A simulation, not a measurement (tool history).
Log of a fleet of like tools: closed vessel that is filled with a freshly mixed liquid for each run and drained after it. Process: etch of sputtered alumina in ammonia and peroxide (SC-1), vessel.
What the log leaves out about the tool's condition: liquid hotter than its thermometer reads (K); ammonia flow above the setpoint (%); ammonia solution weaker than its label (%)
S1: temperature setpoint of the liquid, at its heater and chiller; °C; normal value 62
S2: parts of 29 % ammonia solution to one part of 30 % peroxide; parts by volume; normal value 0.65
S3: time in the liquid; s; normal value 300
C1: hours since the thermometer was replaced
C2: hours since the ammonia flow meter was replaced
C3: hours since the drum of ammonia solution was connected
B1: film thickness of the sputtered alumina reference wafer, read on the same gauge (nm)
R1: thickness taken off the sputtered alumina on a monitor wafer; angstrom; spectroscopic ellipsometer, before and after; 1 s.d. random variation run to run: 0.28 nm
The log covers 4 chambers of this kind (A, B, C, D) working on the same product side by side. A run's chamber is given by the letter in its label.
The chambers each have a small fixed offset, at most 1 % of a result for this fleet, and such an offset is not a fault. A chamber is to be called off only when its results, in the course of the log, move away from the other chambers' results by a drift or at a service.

run 1D hour=5.4 | S1=62 S2=0.65 S3=300 | C1=2190.9 C2=360.6 C3=27.3 | B1=120.01 | R1=353.67
run 2C hour=10.8 | S1=62 S2=0.65 S3=300 | C1=670.7 C2=1100.7 C3=102.7 | B1=119.99 | R1=342.89
run 3B hour=17.4 | S1=62 S2=0.65 S3=300 | C1=1242.7 C2=358.8 C3=533.4 | B1=119.99 | R1=343.89
run 4A hour=22.9 | S1=62 S2=0.65 S3=300 | C1=1765 C2=1099.2 C3=220.7 | B1=120 | R1=347.45
run 5A hour=29.2 | S1=62 S2=0.65 S3=300 | C1=1771.3 C2=1105.5 C3=227 | B1=120.01 | R1=348.89
run 6D hour=33 | S1=62 S2=0.65 S3=300 | C1=2218.5 C2=388.2 C3=54.9 | B1=120 | R1=347.55
run 7C hour=37.7 | S1=62 S2=0.65 S3=300 | C1=697.6 C2=1127.6 C3=129.6 | B1=120 | R1=343.11
run 8B hour=43.9 | S1=62 S2=0.65 S3=300 | C1=1269.2 C2=385.3 C3=559.9 | B1=119.99 | R1=342.55
run 9B hour=48.8 | S1=62 S2=0.65 S3=300 | C1=1274.1 C2=390.2 C3=564.8 | B1=120 | R1=344.68
run 10C hour=53.9 | S1=62 S2=0.85 S3=150 | C1=713.8 C2=1143.8 C3=145.8 | B1=120.02 | R1=176.13
run 11A hour=60.3 | S1=62 S2=0.85 S3=150 | C1=1802.4 C2=1136.6 C3=258.1 | B1=119.99 | R1=183.54
run 12D hour=63.7 | S1=62 S2=0.85 S3=150 | C1=2249.2 C2=418.9 C3=85.6 | B1=120.01 | R1=177.23
run 13D hour=66.7 | S1=62 S2=0.85 S3=150 | C1=2252.2 C2=421.9 C3=88.6 | B1=120.02 | R1=180.79
run 14A hour=71.5 | S1=62 S2=0.65 S3=300 | C1=1813.6 C2=1147.8 C3=269.3 | B1=120 | R1=359.68
run 15C hour=76.6 | S1=62 S2=0.9 S3=430 | C1=736.5 C2=1166.5 C3=168.5 | B1=120 | R1=505.66
run 16B hour=79.6 | S1=62 S2=0.9 S3=430 | C1=1304.9 C2=421 C3=595.6 | B1=120.01 | R1=514.4
run 17B hour=83.5 | S1=62 S2=0.9 S3=430 | C1=1308.8 C2=424.9 C3=599.5 | B1=120.01 | R1=504.55
run 18A hour=89.4 | S1=62 S2=0.9 S3=430 | C1=1831.5 C2=1165.7 C3=287.2 | B1=119.99 | R1=542.2
run 19C hour=95.7 | S1=62 S2=0.65 S3=300 | C1=755.6 C2=1185.6 C3=187.6 | B1=120.01 | R1=335.4
run 20D hour=99.3 | S1=62 S2=0.65 S3=300 | C1=2284.8 C2=454.5 C3=121.2 | B1=119.99 | R1=349.74
run 21C hour=105.4 | S1=62 S2=0.65 S3=300 | C1=765.3 C2=1195.3 C3=197.3 | B1=120.01 | R1=345.03
run 22B hour=110 | S1=62 S2=0.65 S3=300 | C1=1335.3 C2=451.4 C3=626 | B1=120.02 | R1=343.5
run 23D hour=113.4 | S1=55.5 S2=0.9 S3=300 | C1=2298.9 C2=468.6 C3=135.3 | B1=120 | R1=257.3
-- hour=115.8 chamber B: ammonia flow meter replaced
run 24A hour=120 | S1=55.5 S2=0.9 S3=300 | C1=1862.1 C2=1196.3 C3=317.8 | B1=119.99 | R1=273.56
run 25B hour=125.2 | S1=55.5 S2=0.9 S3=300 | C1=1350.5 C2=9.4 C3=641.2 | B1=120 | R1=250.77
run 26C hour=130.5 | S1=55.5 S2=0.9 S3=300 | C1=790.4 C2=1220.4 C3=222.4 | B1=120 | R1=251.24
run 27A hour=135.5 | S1=62 S2=0.65 S3=300 | C1=1877.6 C2=1211.8 C3=333.3 | B1=119.99 | R1=372.55
run 28D hour=140.4 | S1=62 S2=0.65 S3=300 | C1=2325.9 C2=495.6 C3=162.3 | B1=120 | R1=352.53
run 29A hour=144 | S1=62 S2=0.65 S3=300 | C1=1886.1 C2=1220.3 C3=341.8 | B1=120.01 | R1=378.85
run 30B hour=150.5 | S1=62 S2=0.65 S3=300 | C1=1375.8 C2=34.7 C3=666.5 | B1=120 | R1=340.82
run 31C hour=155 | S1=62 S2=0.65 S3=300 | C1=814.9 C2=1244.9 C3=246.9 | B1=119.99 | R1=344.87
run 32D hour=158.4 | S1=62 S2=0.65 S3=300 | C1=2343.9 C2=513.6 C3=180.3 | B1=119.99 | R1=352.45

For the next run the whole fleet of 4 chambers uses the same settings. Give each chamber's results:
run 33A hour=163.2 | S1=62 S2=0.45 S3=300 | R1=?
run 33B hour=163.2 | S1=62 S2=0.45 S3=300 | R1=?
run 33C hour=163.2 | S1=62 S2=0.45 S3=300 | R1=?
run 33D hour=163.2 | S1=62 S2=0.45 S3=300 | R1=?

run=33A R1=367.14
run=33B R1=334.8
run=33C R1=333.87
run=33D R1=336.67

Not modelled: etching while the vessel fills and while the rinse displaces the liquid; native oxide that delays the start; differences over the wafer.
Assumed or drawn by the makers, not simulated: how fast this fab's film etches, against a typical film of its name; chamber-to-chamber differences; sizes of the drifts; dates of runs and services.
